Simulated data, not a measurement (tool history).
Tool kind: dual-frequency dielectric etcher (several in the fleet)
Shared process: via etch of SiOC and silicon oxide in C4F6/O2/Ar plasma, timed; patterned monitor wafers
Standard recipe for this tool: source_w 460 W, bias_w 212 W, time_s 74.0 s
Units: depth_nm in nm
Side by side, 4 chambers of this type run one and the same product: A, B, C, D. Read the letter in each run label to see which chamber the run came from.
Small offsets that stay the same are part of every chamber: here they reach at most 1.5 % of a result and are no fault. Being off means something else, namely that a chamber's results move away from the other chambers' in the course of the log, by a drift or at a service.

| run | hour | source_w | bias_w | time_s | hours since the last wet clean | hours since the last source power generator calibration | hours since the last bias power generator calibration | read-back reference wafer on the same gauge, depth_nm | depth_nm |
|---|---|---|---|---|---|---|---|---|---|
| 1A | 6.3 | 460 | 212 | 74.0 | 203.1 | 1659.9 | 1317.7 | 105.33 | 94.080 |
| 2D | 11.9 | 460 | 212 | 74.0 | 193.1 | 1905.2 | 699.8 | 105.31 | 92.899 |
|  | 13.3 | chamber C: source power generator calibrated |
| 3B | 14.9 | 460 | 212 | 74.0 | 353.7 | 529.9 | 2106.3 | 105.37 | 93.043 |
| 4C | 19.3 | 460 | 212 | 74.0 | 21.1 | 6.1 | 2458.1 | 105.29 | 93.253 |
| 5D | 25.5 | 460 | 212 | 74.0 | 206.7 | 1918.8 | 713.4 | 105.29 | 93.509 |
| 6C | 32.0 | 460 | 212 | 74.0 | 33.8 | 18.8 | 2470.8 | 105.25 | 93.645 |
| 7A | 36.7 | 460 | 212 | 74.0 | 233.5 | 1690.3 | 1348.1 | 105.25 | 94.433 |
| 8B | 43.5 | 460 | 212 | 74.0 | 382.3 | 558.5 | 2134.9 | 105.30 | 92.313 |
| 9A | 49.1 | 460 | 212 | 74.0 | 245.9 | 1702.7 | 1360.5 | 105.33 | 94.293 |
| 10D | 52.9 | 460 | 212 | 74.0 | 234.1 | 1946.2 | 740.8 | 105.36 | 93.369 |
| 11C | 58.5 | 460 | 212 | 74.0 | 60.3 | 45.3 | 2497.3 | 105.36 | 93.753 |
| 12B | 63.2 | 460 | 212 | 74.0 | 402.0 | 578.2 | 2154.6 | 105.21 | 92.868 |
| 13D | 67.6 | 460 | 212 | 74.0 | 248.8 | 1960.9 | 755.5 | 105.26 | 94.085 |
| 14B | 71.9 | 460 | 212 | 74.0 | 410.7 | 586.9 | 2163.3 | 105.33 | 92.548 |
| 15A | 75.0 | 460 | 212 | 74.0 | 271.8 | 1728.6 | 1386.4 | 105.35 | 94.325 |
| 16C | 81.0 | 460 | 243 | 92.5 | 82.8 | 67.8 | 2519.8 | 105.26 | 122.360 |
| 17A | 84.0 | 460 | 243 | 92.5 | 280.8 | 1737.6 | 1395.4 | 105.25 | 122.900 |
| 18B | 88.1 | 460 | 243 | 92.5 | 426.9 | 603.1 | 2179.5 | 105.30 | 121.130 |
| 19D | 91.7 | 460 | 243 | 92.5 | 272.9 | 1985.0 | 779.6 | 105.39 | 123.840 |
| 20C | 94.8 | 460 | 212 | 74.0 | 96.6 | 81.6 | 2533.6 | 105.23 | 93.887 |
| 21A | 99.7 | 460 | 212 | 74.0 | 296.5 | 1753.3 | 1411.1 | 105.18 | 93.992 |
| 22C | 105.7 | 460 | 212 | 74.0 | 107.5 | 92.5 | 2544.5 | 105.20 | 93.348 |
| 23B | 109.4 | 460 | 212 | 74.0 | 448.2 | 624.4 | 2200.8 | 105.33 | 92.479 |
| 24D | 115.9 | 460 | 212 | 74.0 | 297.1 | 2009.2 | 803.8 | 105.27 | 95.321 |
| 25B | 122.6 | 460 | 212 | 74.0 | 461.4 | 637.6 | 2214.0 | 105.33 | 92.529 |
| 26D | 128.6 | 460 | 212 | 74.0 | 309.8 | 2021.9 | 816.5 | 105.29 | 95.486 |
| 27A | 132.6 | 460 | 212 | 53.5 | 329.4 | 1786.2 | 1444.0 | 105.32 | 67.835 |
| 28C | 138.0 | 460 | 212 | 53.5 | 139.8 | 124.8 | 2576.8 | 105.29 | 67.650 |
| 29C | 141.5 | 460 | 212 | 53.5 | 143.3 | 128.3 | 2580.3 | 105.33 | 67.867 |
| 30B | 148.1 | 460 | 212 | 53.5 | 486.9 | 663.1 | 2239.5 | 105.38 | 66.559 |
| 31A | 151.2 | 400 | 261 | 74.0 | 348.0 | 1804.8 | 1462.6 | 105.35 | 95.763 |
| 32D | 155.2 | 400 | 261 | 74.0 | 336.4 | 2048.5 | 843.1 | 105.34 | 97.514 |
| 33D | 160.8 | 400 | 261 | 74.0 | 342.0 | 2054.1 | 848.7 | 105.37 | 97.705 |

The same settings go to every chamber for the next run, one line per chamber below. Forecast the results for each:
| 34A | 165.7 | 460 | 212 | 74.0 |  |  |  |  | ? |
| 34B | 165.7 | 460 | 212 | 74.0 |  |  |  |  | ? |
| 34C | 165.7 | 460 | 212 | 74.0 |  |  |  |  | ? |
| 34D | 165.7 | 460 | 212 | 74.0 |  |  |  |  | ? |

| run | depth_nm |
|---|---|
| 34A | 93.990 |
| 34B | 91.860 |
| 34C | 93.804 |
| 34D | 96.258 |
